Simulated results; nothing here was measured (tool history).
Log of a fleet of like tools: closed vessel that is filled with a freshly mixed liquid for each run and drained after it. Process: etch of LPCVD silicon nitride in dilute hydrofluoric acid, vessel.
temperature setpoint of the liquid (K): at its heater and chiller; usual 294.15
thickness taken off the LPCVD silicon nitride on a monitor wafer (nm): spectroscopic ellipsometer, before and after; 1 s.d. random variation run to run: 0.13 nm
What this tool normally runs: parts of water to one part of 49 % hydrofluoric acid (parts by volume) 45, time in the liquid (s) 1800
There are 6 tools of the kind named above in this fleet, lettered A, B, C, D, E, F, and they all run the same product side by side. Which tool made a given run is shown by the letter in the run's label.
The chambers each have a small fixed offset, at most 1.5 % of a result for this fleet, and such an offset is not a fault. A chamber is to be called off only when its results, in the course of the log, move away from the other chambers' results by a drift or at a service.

run   hour  temperature setpoint of the liquid (K)  parts of water to one part of 49 % hydrofluoric acid (parts by volume)  time in the liquid (s)  hours since the thermometer was replaced  hours since the hydrofluoric acid flow meter was replaced  read-back film thickness of the LPCVD silicon nitride reference wafer, read on the same gauge (nm)  thickness taken off the LPCVD silicon nitride on a monitor wafer (nm)
 1E    8.5                                  294.15                                                                      45                    1800                                        16                                                       32.1                                                                                              79.964                                                                 16.097
 2F   18.8                                  294.15                                                                      45                    1800                                     319.3                                                      671.6                                                                                              79.985                                                                 16.053
 3D   29.5                                  294.15                                                                      45                    1800                                     867.1                                                      168.5                                                                                              79.989                                                                 15.927
 4C   40.7                                  294.15                                                                      45                    1800                                      1619                                                      486.4                                                                                              79.988                                                                 15.907
 5B   52.3                                  294.15                                                                      45                    1800                                    2012.4                                                      319.4                                                                                              80.031                                                                 16.229
 6A   62.5                                  294.15                                                                      45                    1800                                     225.5                                                      343.7                                                                                              80.016                                                                 16.131
 7C   72.2                                  294.15                                                                      45                    1800                                    1650.5                                                      517.9                                                                                              79.979                                                                 15.856
 8A   83.3                                  294.15                                                                      45                    1800                                     246.3                                                      364.5                                                                                              79.973                                                                 16.245
 9D   91.4                                  294.15                                                                      45                    1800                                       929                                                      230.4                                                                                              79.999                                                                 16.075
10F   99.8                                  294.15                                                                      45                    1800                                     400.3                                                      752.6                                                                                              80.005                                                                 16.134
11E  107.3                                  294.15                                                                      45                     970                                     114.8                                                      130.9                                                                                               80.05                                                                 8.7102
12B  120.5                                  294.15                                                                      45                     970                                    2080.6                                                      387.6                                                                                              80.035                                                                 8.8814
13A  133.4                                  294.15                                                                      45                     970                                     296.4                                                      414.6                                                                                              80.021                                                                 8.5197
14F  144.6                                  294.15                                                                      45                     970                                     445.1                                                      797.4                                                                                              79.994                                                                 8.7127
15C  157.4                                  294.15                                                                      45                     970                                    1735.7                                                      603.1                                                                                              79.994                                                                 8.4983
16D  163.9                                  294.15                                                                      45                     970                                    1001.5                                                      302.9                                                                                              80.016                                                                 8.6979
17E  175.7                                  294.15                                                                      45                    1800                                     183.2                                                      199.3                                                                                              80.028                                                                 16.068
18B  188.5                                  294.15                                                                      45                    1800                                    2148.6                                                      455.6                                                                                              79.956                                                                 16.313
19F  201.3                                  294.15                                                                      60                    1800                                     501.8                                                      854.1                                                                                              79.985                                                                 12.218
20D  208.2                                  294.15                                                                      60                    1800                                    1045.8                                                      347.2                                                                                              80.042                                                                 11.985
21C  216.6                                  294.15                                                                      60                    1800                                    1794.9                                                      662.3                                                                                               80.02                                                                 11.971
22A  229.2                                  294.15                                                                      60                    1800                                     392.2                                                      510.4                                                                                              79.978                                                                 12.219
23B  236.6                                  294.15                                                                      60                    1800                                    2196.7                                                      503.7                                                                                                  80                                                                 12.378
24E    243                                  294.15                                                                      60                    1800                                     250.5                                                      266.6                                                                                              80.014                                                                 12.127
25F  256.4                                  294.15                                                                      45                    1800                                     556.9                                                      909.2                                                                                              79.977                                                                 16.082
26E  264.1                                  294.15                                                                      45                    1800                                     271.6                                                      287.7                                                                                              80.012                                                                 15.977
27C  270.4                                  294.15                                                                      45                    1800                                    1848.7                                                      716.1                                                                                              80.004                                                                 16.051
28A  283.1                                  294.15                                                                      45                    1800                                     446.1                                                      564.3                                                                                              79.998                                                                 15.982
29D  291.2                                  294.15                                                                      45                    1800                                    1128.8                                                      430.2                                                                                              79.975                                                                 16.242
30B  298.7                                  294.15                                                                      45                    1800                                    2258.8                                                      565.8                                                                                              79.976                                                                 16.248
31D  304.6                                  294.15                                                                      45                    1800                                    1142.2                                                      443.6                                                                                              80.023                                                                 16.113
32E    316                                  294.15                                                                      45                    1800                                     323.5                                                      339.6                                                                                              80.038                                                                 16.091
33A  328.7                                  294.15                                                                      45                    1800                                     491.7                                                      609.9                                                                                              80.022                                                                 16.033
34C  336.3                                  294.15                                                                      45                    1800                                    1914.6                                                        782                                                                                              80.009                                                                 16.026
35F    343                                  294.15                                                                      45                     775                                     643.5                                                      995.8                                                                                              79.998                                                                 6.9473
36B  354.1                                  294.15                                                                      45                     775                                    2314.2                                                      621.2                                                                                              79.939                                                                 7.1043
     360.2  -- chamber C: thermometer replaced
37F  364.7                                  294.15                                                                      45                     775                                     665.2                                                     1017.5                                                                                              79.974                                                                 6.9529
38A  376.3                                  294.15                                                                      45                     775                                     539.3                                                      657.5                                                                                              80.024                                                                 7.0423
39D  382.7                                  294.15                                                                      45                     775                                    1220.3                                                      521.7                                                                                              79.977                                                                 6.8541
40B    392                                  294.15                                                                      45                     775                                    2352.1                                                      659.1                                                                                              79.999                                                                 6.9657
41E  399.1                                  294.15                                                                      45                    1800                                     406.6                                                      422.7                                                                                              79.972                                                                 16.103
42C  405.3                                  294.15                                                                      45                    1800                                      45.1                                                        851                                                                                              79.999                                                                 15.892
43C  415.2                                  290.15                                                                      45                    1800                                        55                                                      860.9                                                                                              79.979                                                                 11.941
44D  427.6                                  290.15                                                                      45                    1800                                    1265.2                                                      566.6                                                                                              80.018                                                                 12.177

Decide between three cases: one chamber stands off from its peers, the gauge reading all wafers drifts, or nothing is wrong past each chamber's small offset. Where a chamber is off, say which and what most likely put it there.

All chambers stay in line apart from their small fixed offsets, and the gauge does not drift.
